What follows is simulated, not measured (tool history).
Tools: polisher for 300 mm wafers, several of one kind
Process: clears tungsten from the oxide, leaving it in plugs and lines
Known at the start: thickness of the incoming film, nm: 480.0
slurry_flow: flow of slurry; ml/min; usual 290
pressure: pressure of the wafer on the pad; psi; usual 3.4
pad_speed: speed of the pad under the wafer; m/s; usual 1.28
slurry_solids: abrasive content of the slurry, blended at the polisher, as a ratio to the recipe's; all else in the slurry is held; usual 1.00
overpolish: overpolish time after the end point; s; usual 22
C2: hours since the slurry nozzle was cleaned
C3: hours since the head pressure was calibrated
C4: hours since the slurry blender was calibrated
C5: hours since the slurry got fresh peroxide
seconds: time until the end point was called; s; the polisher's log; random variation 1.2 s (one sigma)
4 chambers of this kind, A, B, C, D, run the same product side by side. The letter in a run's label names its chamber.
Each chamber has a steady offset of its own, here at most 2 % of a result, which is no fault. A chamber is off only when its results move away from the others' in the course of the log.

Run 1B, hour 9.1: usual settings; wafers polished on this pad 1021; C2 839.1; C3 267.2; C4 47.6; C5 27.8. Result: seconds 95.745 s.
At hour 11.9: chamber D: head pressure recalibrated.
At hour 12.7: chamber B: slurry nozzle cleaned.
Run 2D, hour 17.2: usual settings; wafers polished on this pad 1186; C2 285.9; C3 5.3; C4 63.4; C5 40.2. Result: seconds 95.427 s.
Run 3C, hour 26.5: usual settings; wafers polished on this pad 711; C2 237.6; C3 334.2; C4 109.5; C5 135.2. Result: seconds 98.287 s.
At hour 32.2: chamber B: slurry tank refilled with fresh slurry and peroxide.
Run 4A, hour 33.5: usual settings; wafers polished on this pad 1192; C2 301.5; C3 1071.9; C4 55.4; C5 47.4. Result: seconds 96.160 s.
At hour 37.0: chamber D: slurry tank refilled with fresh slurry and peroxide.
Run 5D, hour 37.8: usual settings; wafers polished on this pad 1352; C2 306.5; C3 25.9; C4 84.0; C5 0.8. Result: seconds 96.179 s.
At hour 38.5: chamber A: worn pad replaced by a new one.
At hour 41.4: chamber D: worn pad replaced by a new one.
Run 6A, hour 45.3: usual settings; wafers polished on this pad 55; C2 313.3; C3 1083.7; C4 67.2; C5 59.2. Result: seconds 98.342 s.
Run 7C, hour 51.8: usual settings; wafers polished on this pad 916; C2 262.9; C3 359.5; C4 134.8; C5 160.5. Result: seconds 99.322 s.
At hour 52.8: chamber B: worn pad replaced by a new one.
Run 8B, hour 57.1: usual settings; wafers polished on this pad 35; C2 44.5; C3 315.2; C4 95.6; C5 24.9. Result: seconds 98.197 s.
Run 9D, hour 64.6: usual settings but pad_speed 1.46 m/s; wafers polished on this pad 187; C2 333.3; C3 52.7; C4 110.8; C5 27.6. Result: seconds 83.554 s.
At hour 72.0: chamber A: slurry nozzle cleaned.
Run 10C, hour 73.2: usual settings but pad_speed 1.46 m/s; wafers polished on this pad 1089; C2 284.3; C3 380.9; C4 156.2; C5 181.9. Result: seconds 86.367 s.
At hour 74.7: chamber A: slurry tank refilled with fresh slurry and peroxide.
Run 11B, hour 80.8: usual settings but pad_speed 1.46 m/s; wafers polished on this pad 226; C2 68.2; C3 338.9; C4 119.3; C5 48.6. Result: seconds 85.298 s.
At hour 81.8: chamber C: worn pad replaced by a new one.
At hour 85.2: chamber B: slurry tank refilled with fresh slurry and peroxide.
Run 12A, hour 86.1: usual settings but pad_speed 1.46 m/s; wafers polished on this pad 384; C2 14.2; C3 1124.5; C4 108.0; C5 11.4. Result: seconds 83.344 s.
At hour 87.6: chamber D: slurry tank refilled with fresh slurry and peroxide.
Run 13A, hour 93.0: usual settings; wafers polished on this pad 440; C2 21.1; C3 1131.4; C4 114.9; C5 18.3. Result: seconds 96.379 s.
Run 14B, hour 98.6: usual settings; wafers polished on this pad 370; C2 86.0; C3 356.7; C4 137.1; C5 13.5. Result: seconds 96.019 s.
Run 15C, hour 105.0: usual settings; wafers polished on this pad 187; C2 316.1; C3 412.7; C4 188.0; C5 213.7. Result: seconds 102.950 s.
Run 16D, hour 110.5: usual settings; wafers polished on this pad 558; C2 379.2; C3 98.6; C4 156.7; C5 22.9. Result: seconds 97.828 s.
Run 17B, hour 117.7: usual settings; wafers polished on this pad 524; C2 105.1; C3 375.8; C4 156.2; C5 32.6. Result: seconds 99.464 s.
Run 18C, hour 122.8: usual settings but pressure 2.4 psi, overpolish 11 s; wafers polished on this pad 331; C2 333.9; C3 430.5; C4 205.8; C5 231.5. Result: seconds 143.520 s.
Run 19A, hour 127.4: usual settings but pressure 2.4 psi, overpolish 11 s; wafers polished on this pad 718; C2 55.5; C3 1165.8; C4 149.3; C5 52.7. Result: seconds 133.970 s.
At hour 133.4: chamber C: slurry blender recalibrated.
Run 20D, hour 135.5: usual settings but pressure 2.4 psi, overpolish 11 s; wafers polished on this pad 761; C2 404.2; C3 123.6; C4 181.7; C5 47.9. Result: seconds 138.770 s.
At hour 141.1: chamber D: slurry tank refilled with fresh slurry and peroxide.
At hour 144.4: chamber B: slurry tank refilled with fresh slurry and peroxide.
Run 21D, hour 144.5: usual settings but pressure 2.4 psi, overpolish 11 s; wafers polished on this pad 833; C2 413.2; C3 132.6; C4 190.7; C5 3.5. Result: seconds 138.760 s.
Run 22A, hour 153.9: usual settings; wafers polished on this pad 932; C2 82.0; C3 1192.3; C4 175.8; C5 79.2. Result: seconds 95.562 s.
At hour 158.0: chamber A: slurry tank refilled with fresh slurry and peroxide.
Run 23B, hour 158.2: usual settings; wafers polished on this pad 852; C2 145.6; C3 416.3; C4 196.7; C5 13.8. Result: seconds 96.595 s.
Run 24C, hour 163.2: usual settings; wafers polished on this pad 658; C2 374.3; C3 470.9; C4 29.8; C5 271.9. Result: seconds 102.200 s.
Run 25D, hour 169.9: usual settings; wafers polished on this pad 1039; C2 438.6; C3 158.0; C4 216.1; C5 28.9. Result: seconds 97.740 s.
Run 26B, hour 177.2: usual settings; wafers polished on this pad 1005; C2 164.6; C3 435.3; C4 215.7; C5 32.8. Result: seconds 97.993 s.
At hour 179.8: chamber B: worn pad replaced by a new one.
Run 27A, hour 184.3: usual settings but pad_speed 1.02 m/s, slurry_solids 0.75; wafers polished on this pad 1178; C2 112.4; C3 1222.7; C4 206.2; C5 26.3. Result: seconds 128.150 s.
At hour 188.9: chamber D: slurry tank refilled with fresh slurry and peroxide.
Run 28C, hour 189.8: usual settings but pad_speed 1.02 m/s, slurry_solids 0.75; wafers polished on this pad 873; C2 400.9; C3 497.5; C4 56.4; C5 298.5. Result: seconds 139.150 s.
At hour 192.3: chamber D: slurry blender recalibrated.
At hour 192.9: chamber A: worn pad replaced by a new one.
At hour 196.5: chamber B: slurry tank refilled with fresh slurry and peroxide.
Run 29C, hour 197.6: usual settings but pad_speed 1.02 m/s, slurry_solids 0.75; wafers polished on this pad 936; C2 408.7; C3 505.3; C4 64.2; C5 306.3. Result: seconds 141.360 s.
Run 30A, hour 204.9: usual settings but pad_speed 1.02 m/s, slurry_solids 0.75; wafers polished on this pad 97; C2 133.0; C3 1243.3; C4 226.8; C5 46.9. Result: seconds 131.270 s.
Run 31B, hour 213.1: usual settings; wafers polished on this pad 269; C2 200.5; C3 471.2; C4 251.6; C5 16.7. Result: seconds 98.506 s.
At hour 214.3: chamber C: worn pad replaced by a new one.
Run 32D, hour 222.3: usual settings; wafers polished on this pad 1462; C2 491.0; C3 210.4; C4 30.1; C5 33.4. Result: seconds 97.267 s.
Run 33A, hour 226.4: usual settings; wafers polished on this pad 271; C2 154.5; C3 1264.8; C4 248.3; C5 68.4. Result: seconds 96.745 s.
At hour 230.9: chamber A: slurry tank refilled with fresh slurry and peroxide.
At hour 232.9: chamber D: worn pad replaced by a new one.
Run 34B, hour 235.1: usual settings; wafers polished on this pad 447; C2 222.5; C3 493.2; C4 273.6; C5 38.7. Result: seconds 98.148 s.
Run 35C, hour 243.2: usual settings; wafers polished on this pad 233; C2 454.3; C3 550.9; C4 109.8; C5 351.9. Result: seconds 106.650 s.
At hour 248.7: chamber D: slurry tank refilled with fresh slurry and peroxide.
Run 36D, hour 250.9: usual settings; wafers polished on this pad 145; C2 519.6; C3 239.0; C4 58.7; C5 2.2. Result: seconds 94.853 s.
Run 37D, hour 260.2: usual settings; wafers polished on this pad 220; C2 528.9; C3 248.3; C4 68.0; C5 11.5. Result: seconds 97.049 s.
Run 38A, hour 267.6: usual settings; wafers polished on this pad 604; C2 195.7; C3 1306.0; C4 289.5; C5 36.8. Result: seconds 95.310 s.
Run 39C, hour 276.0: usual settings but pressure 4.3 psi; wafers polished on this pad 498; C2 487.1; C3 583.7; C4 142.6; C5 384.7. Result: seconds 86.199 s.

Next, every chamber runs the same settings. What will each give?
Run 40A, hour 282.9: usual settings. Result: seconds ?.
Run 40B, hour 282.9: usual settings. Result: seconds ?.
Run 40C, hour 282.9: usual settings. Result: seconds ?.
Run 40D, hour 282.9: usual settings. Result: seconds ?.

run  seconds
40A   95.515
40B   95.583
40C  108.840
40D   96.007

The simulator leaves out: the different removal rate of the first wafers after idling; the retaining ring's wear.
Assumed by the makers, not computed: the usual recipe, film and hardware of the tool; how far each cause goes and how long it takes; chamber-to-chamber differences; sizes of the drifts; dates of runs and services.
